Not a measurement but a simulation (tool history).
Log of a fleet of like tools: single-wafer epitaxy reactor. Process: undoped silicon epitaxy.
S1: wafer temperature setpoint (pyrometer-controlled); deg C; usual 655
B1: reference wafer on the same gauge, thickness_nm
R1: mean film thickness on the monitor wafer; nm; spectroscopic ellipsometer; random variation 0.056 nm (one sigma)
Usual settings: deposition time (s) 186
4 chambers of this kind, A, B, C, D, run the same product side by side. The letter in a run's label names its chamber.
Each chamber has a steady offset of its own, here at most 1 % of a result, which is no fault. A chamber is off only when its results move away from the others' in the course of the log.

Run 1A, hour 8.5: usual settings; B1 30.897. Result: R1 34.75 nm.
Run 2D, hour 20.1: usual settings; B1 30.912. Result: R1 35.135 nm.
Run 3C, hour 31.4: usual settings; B1 30.924. Result: R1 34.596 nm.
Run 4B, hour 40.6: usual settings; B1 30.914. Result: R1 34.781 nm.
Run 5B, hour 51.7: usual settings; B1 30.918. Result: R1 34.682 nm.
Run 6A, hour 60: usual settings; B1 30.921. Result: R1 34.765 nm.
Run 7D, hour 70.3: usual settings but S1 647 deg C, deposition time (s) 221; B1 30.946. Result: R1 35.055 nm.
Run 8C, hour 84.3: usual settings but S1 647 deg C, deposition time (s) 221; B1 30.918. Result: R1 34.716 nm.
Run 9A, hour 91.8: usual settings but S1 647 deg C, deposition time (s) 221; B1 30.949. Result: R1 34.877 nm.
Run 10D, hour 104.4: usual settings but S1 647 deg C, deposition time (s) 221; B1 30.951. Result: R1 35.024 nm.
Run 11C, hour 116.3: usual settings; B1 30.955. Result: R1 34.635 nm.
Run 12B, hour 126.8: usual settings but S1 664 deg C, deposition time (s) 222; B1 30.953. Result: R1 50.489 nm.
Run 13D, hour 139.6: usual settings but S1 664 deg C, deposition time (s) 222; B1 30.968. Result: R1 50.837 nm.
Run 14A, hour 152.2: usual settings but S1 664 deg C, deposition time (s) 222; B1 30.968. Result: R1 50.492 nm.
Run 15C, hour 160.6: usual settings but S1 664 deg C, deposition time (s) 222; B1 30.981. Result: R1 49.915 nm.
Run 16B, hour 167.4: usual settings; B1 30.973. Result: R1 34.806 nm.
Run 17C, hour 176.1: usual settings; B1 30.991. Result: R1 34.726 nm.
Run 18B, hour 184.2: usual settings; B1 30.979. Result: R1 34.752 nm.
Run 19A, hour 193.2: usual settings; B1 30.995. Result: R1 34.94 nm.
Run 20D, hour 208.1: usual settings; B1 31. Result: R1 35.143 nm.
Run 21D, hour 216.2: usual settings; B1 30.991. Result: R1 35.208 nm.
Run 22B, hour 230.6: usual settings; B1 31.016. Result: R1 34.875 nm.
Run 23C, hour 237.5: usual settings; B1 31.004. Result: R1 34.705 nm.
Run 24A, hour 252.1: usual settings; B1 31.022. Result: R1 34.916 nm.
Run 25D, hour 261.1: usual settings; B1 31.023. Result: R1 35.362 nm.
Run 26C, hour 268.1: usual settings; B1 31.023. Result: R1 34.633 nm.
Run 27A, hour 283.4: usual settings; B1 31.033. Result: R1 34.864 nm.
At hour 292.9: chamber B: pyrometer calibrated.
Run 28B, hour 295.6: usual settings; B1 31.043. Result: R1 34.907 nm.
Run 29A, hour 304.6: usual settings but S1 663 deg C, deposition time (s) 172; B1 31.046. Result: R1 38.333 nm.
Run 30C, hour 319.3: usual settings but S1 663 deg C, deposition time (s) 172; B1 31.047. Result: R1 38.102 nm.
Run 31B, hour 328.7: usual settings but S1 663 deg C, deposition time (s) 172; B1 31.039. Result: R1 38.517 nm.
Run 32D, hour 338.5: usual settings but S1 663 deg C, deposition time (s) 172; B1 31.063. Result: R1 38.808 nm.
Run 33A, hour 348.5: usual settings; B1 31.057. Result: R1 35.076 nm.
Run 34C, hour 362.2: usual settings; B1 31.065. Result: R1 34.658 nm.
Run 35D, hour 373.2: usual settings; B1 31.06. Result: R1 35.376 nm.
Run 36B, hour 385.8: usual settings; B1 31.074. Result: R1 35.045 nm.
Run 37B, hour 395.4: usual settings; B1 31.089. Result: R1 34.977 nm.
Run 38D, hour 406.8: usual settings; B1 31.078. Result: R1 35.29 nm.
Run 39C, hour 422.1: usual settings; B1 31.103. Result: R1 34.733 nm.
Run 40A, hour 437.1: usual settings; B1 31.104. Result: R1 35.114 nm.

What goes on in this fleet: one chamber off, a drifting gauge, or nothing beyond the chambers' own small offsets? Name the chamber and the cause, if any.

The gauge drifts, so all chambers seem to drift together. No chamber is off.
Cause: gauge reads high (%) = 0.663.

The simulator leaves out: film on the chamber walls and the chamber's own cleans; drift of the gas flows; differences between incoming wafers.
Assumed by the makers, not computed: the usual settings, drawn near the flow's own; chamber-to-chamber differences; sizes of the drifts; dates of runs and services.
